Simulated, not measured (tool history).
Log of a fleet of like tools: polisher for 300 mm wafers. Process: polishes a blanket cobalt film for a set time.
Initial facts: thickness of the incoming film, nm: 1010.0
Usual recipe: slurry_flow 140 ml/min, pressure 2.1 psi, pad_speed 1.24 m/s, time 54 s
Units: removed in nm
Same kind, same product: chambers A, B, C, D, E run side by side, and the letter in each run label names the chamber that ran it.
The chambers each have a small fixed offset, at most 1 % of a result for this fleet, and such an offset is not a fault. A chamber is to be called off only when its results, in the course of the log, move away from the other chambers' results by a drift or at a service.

| run | hour | slurry_flow | pressure | pad_speed | time | wafers polished on this pad | hours since the slurry nozzle was cleaned | hours since the head pressure was calibrated | removed |
|---|---|---|---|---|---|---|---|---|---|
| 1B | 3.4 | 140 | 2.1 | 1.24 | 54 | 1481 | 362.9 | 661.3 | 307.15 |
| 2C | 6.4 | 140 | 2.1 | 1.24 | 54 | 840 | 871.7 | 448 | 319.82 |
| 3A | 10.9 | 140 | 2.1 | 1.24 | 54 | 668 | 152.7 | 296.4 | 318.29 |
| 4E | 13.7 | 140 | 2.1 | 1.24 | 54 | 529 | 13.9 | 270.2 | 320.41 |
| 5D | 16.8 | 140 | 2.1 | 1.24 | 54 | 612 | 78.9 | 469.1 | 318.68 |
| 6C | 21.7 | 140 | 2.1 | 1.24 | 54 | 968 | 887 | 463.3 | 317.55 |
|  | 24.2 | chamber D: worn pad replaced by a new one |
| 7B | 24.7 | 140 | 2.1 | 1.24 | 54 | 1660 | 384.2 | 682.6 | 310.68 |
|  | 24.9 | chamber B: worn pad replaced by a new one |
| 8A | 29.5 | 140 | 2.1 | 1.24 | 54 | 823 | 171.3 | 315 | 309.16 |
| 9D | 34.1 | 140 | 2.1 | 1.24 | 54 | 83 | 96.2 | 486.4 | 317.3 |
|  | 36.4 | chamber C: slurry nozzle cleaned |
| 10E | 37.1 | 140 | 2.1 | 1.24 | 54 | 725 | 37.3 | 293.6 | 316.09 |
| 11E | 40.2 | 140 | 2.1 | 1.24 | 54 | 751 | 40.4 | 296.7 | 318.45 |
|  | 42 | chamber C: worn pad replaced by a new one |
| 12B | 43.3 | 140 | 2.1 | 1.24 | 54 | 154 | 402.8 | 701.2 | 309.48 |
|  | 44.8 | chamber A: worn pad replaced by a new one |
| 13D | 46 | 140 | 2.1 | 1.24 | 54 | 182 | 108.1 | 498.3 | 316.39 |
| 14C | 49.8 | 140 | 2.1 | 1.24 | 54 | 65 | 13.4 | 491.4 | 322.68 |
| 15A | 52.7 | 140 | 2.1 | 1.24 | 54 | 66 | 194.5 | 338.2 | 317.17 |
| 16E | 55.1 | 140 | 2.1 | 1.24 | 54 | 876 | 55.3 | 311.6 | 314.58 |
| 17D | 58.8 | 170 | 2.1 | 1.58 | 54 | 290 | 120.9 | 511.1 | 417.01 |
| 18B | 61.7 | 170 | 2.1 | 1.58 | 54 | 308 | 421.2 | 719.6 | 410.36 |
| 19C | 65.2 | 170 | 2.1 | 1.58 | 54 | 194 | 28.8 | 506.8 | 417.05 |
| 20A | 67.7 | 170 | 2.1 | 1.58 | 54 | 192 | 209.5 | 353.2 | 416.87 |
|  | 69.5 | chamber A: head pressure recalibrated |
| 21B | 70.7 | 170 | 2.1 | 1.58 | 54 | 383 | 430.2 | 728.6 | 410.79 |
| 22D | 75.1 | 140 | 2.1 | 1.24 | 54 | 426 | 137.2 | 527.4 | 320.02 |
| 23C | 78.6 | 140 | 2.1 | 1.24 | 54 | 306 | 42.2 | 520.2 | 320.3 |
|  | 78.8 | chamber E: worn pad replaced by a new one |
| 24A | 83.5 | 140 | 2.1 | 1.24 | 54 | 324 | 225.3 | 14 | 297.11 |
| 25E | 88.2 | 140 | 2.1 | 1.24 | 54 | 79 | 88.4 | 344.7 | 311.51 |
|  | 91.3 | chamber B: slurry nozzle cleaned |
| 26B | 92.8 | 140 | 2.1 | 1.24 | 68 | 568 | 1.5 | 750.7 | 393.1 |
| 27E | 97.6 | 140 | 2.1 | 1.24 | 68 | 157 | 97.8 | 354.1 | 402.89 |
| 28C | 101.7 | 140 | 2.1 | 1.24 | 68 | 500 | 65.3 | 543.3 | 398.25 |
| 29A | 105.9 | 140 | 2.1 | 1.24 | 68 | 512 | 247.7 | 36.4 | 377.25 |
|  | 106.3 | chamber D: worn pad replaced by a new one |
| 30D | 109.2 | 140 | 2.1 | 1.24 | 68 | 24 | 171.3 | 561.5 | 397.14 |
| 31B | 113.1 | 140 | 2.1 | 1.24 | 54 | 738 | 21.8 | 771 | 312.24 |
| 32C | 117.9 | 140 | 2.1 | 1.24 | 54 | 635 | 81.5 | 559.5 | 318.31 |
| 33D | 121.3 | 140 | 2.1 | 1.24 | 54 | 125 | 183.4 | 573.6 | 315.58 |
| 34A | 123.6 | 140 | 2.1 | 1.24 | 54 | 660 | 265.4 | 54.1 | 295.08 |
| 35E | 128.1 | 140 | 2.1 | 1.24 | 54 | 413 | 128.3 | 384.6 | 320.05 |
| 36B | 131.5 | 140 | 2.1 | 1.24 | 54 | 892 | 40.2 | 789.4 | 311.06 |
| 37A | 134.5 | 140 | 2.1 | 1.24 | 54 | 752 | 276.3 | 65 | 295.36 |
|  | 135.3 | chamber A: worn pad replaced by a new one |
|  | 135.9 | chamber A: slurry nozzle cleaned |
| 38D | 139.1 | 140 | 2.1 | 1.24 | 54 | 275 | 201.2 | 591.4 | 317.87 |
|  | 140.6 | chamber B: head pressure recalibrated |
| 39C | 142 | 140 | 2.1 | 1.24 | 54 | 837 | 105.6 | 583.6 | 318.81 |
| 40E | 144.9 | 140 | 2.1 | 1.24 | 54 | 554 | 145.1 | 401.4 | 316.65 |
| 41B | 148.3 | 140 | 2.1 | 1.24 | 54 | 1033 | 57 | 7.7 | 308.93 |
| 42C | 152.2 | 140 | 2.1 | 1.24 | 54 | 923 | 115.8 | 593.8 | 317.51 |
| 43E | 156.5 | 140 | 2.1 | 1.24 | 54 | 651 | 156.7 | 413 | 320.59 |
| 44A | 159.6 | 140 | 2.1 | 1.24 | 54 | 204 | 23.7 | 90.1 | 298 |

Read the log: is a single chamber off, either drifting away or since a service, is the gauge that measures every chamber drifting, or is nothing wrong beyond small per-chamber offsets? Name any odd chamber and what most likely caused it.

After it was serviced, chamber A no longer matches the other chambers.
Cause: head's pressure below its setpoint, % = 5.81.

Which of the 4 candidates below, each the usual settings with something changed and its results left as question marks, puts chamber A back in line with what the other chambers give on the usual settings?
To be in line, a result may differ from the other chambers' mean on the usual settings by at most: removed 8.2 nm
| 45A-1 | 163.1 | 140 | 2.1 | 1.28 | 56 |  |  |  | ? |
| 45A-2 | 163.1 | 140 | 2.1 | 1.24 | 48 |  |  |  | ? |
| 45A-3 | 163.1 | 140 | 2.2 | 1.28 | 56 |  |  |  | ? |
| 45A-4 | 163.1 | 140 | 2.1 | 1.2 | 52 |  |  |  | ? |

The other chambers' mean on the usual settings: removed 317.03 nm
| run | removed |
|---|---|
| 45A-1 | 318.06 |
| 45A-2 | 264.07 |
| 45A-3 | 332.98 |
| 45A-4 | 276.82 |
It is 45A-1 that realigns the chamber with its peers.
